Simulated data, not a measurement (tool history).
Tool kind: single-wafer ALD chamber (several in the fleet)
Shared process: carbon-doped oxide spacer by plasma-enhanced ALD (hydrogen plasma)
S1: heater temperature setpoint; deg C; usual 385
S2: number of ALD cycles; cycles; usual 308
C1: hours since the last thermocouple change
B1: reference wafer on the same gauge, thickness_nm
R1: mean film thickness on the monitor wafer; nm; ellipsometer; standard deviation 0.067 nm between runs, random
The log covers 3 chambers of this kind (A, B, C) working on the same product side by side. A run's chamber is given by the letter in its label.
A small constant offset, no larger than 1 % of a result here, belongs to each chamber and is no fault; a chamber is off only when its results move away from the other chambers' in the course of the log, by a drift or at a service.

run,hour,S1,S2,C1,B1,R1
1A,4.6,385,308,1629.1,12.697,15.488
# hour 11.2: chamber B: thermocouple changed; heater temperature recalibrated
2B,12,385,308,0.8,12.694,15.311
3C,16.5,385,308,1741.5,12.71,15.253
4B,25.5,385,308,14.3,12.706,15.297
5A,33.5,385,308,1658,12.704,15.564
6C,38.9,385,308,1763.9,12.7,15.19
7B,45.9,385,308,34.7,12.716,15.347
8C,50.1,372,280,1775.1,12.701,13.948
9A,56.5,372,280,1681,12.699,14.097
10A,65.6,372,280,1690.1,12.702,14.023
11C,72.7,385,308,1797.7,12.708,15.265
12B,81.7,385,308,70.5,12.704,15.307
13C,90.6,385,308,1815.6,12.699,15.275
14A,94.9,385,308,1719.4,12.713,15.5
15B,102.5,379,308,91.3,12.696,15.414
16A,108.6,379,308,1733.1,12.709,15.489
17B,117.2,379,308,106,12.711,15.437
18C,121.9,385,308,1846.9,12.697,15.334
19C,126.3,385,308,1851.3,12.69,15.202
20A,135,385,308,1759.5,12.705,15.618
21B,139.3,385,308,128.1,12.684,15.416
22C,143.4,385,308,1868.4,12.702,15.268
23B,151.4,385,308,140.2,12.71,15.349
24A,157.4,385,308,1781.9,12.69,15.624

The same settings go to every chamber for the next run, one line per chamber below. Forecast the results for each:
25A,164,385,331,,,?
25B,164,385,331,,,?
25C,164,385,331,,,?

run,R1
25A,16.634
25B,16.447
25C,16.472
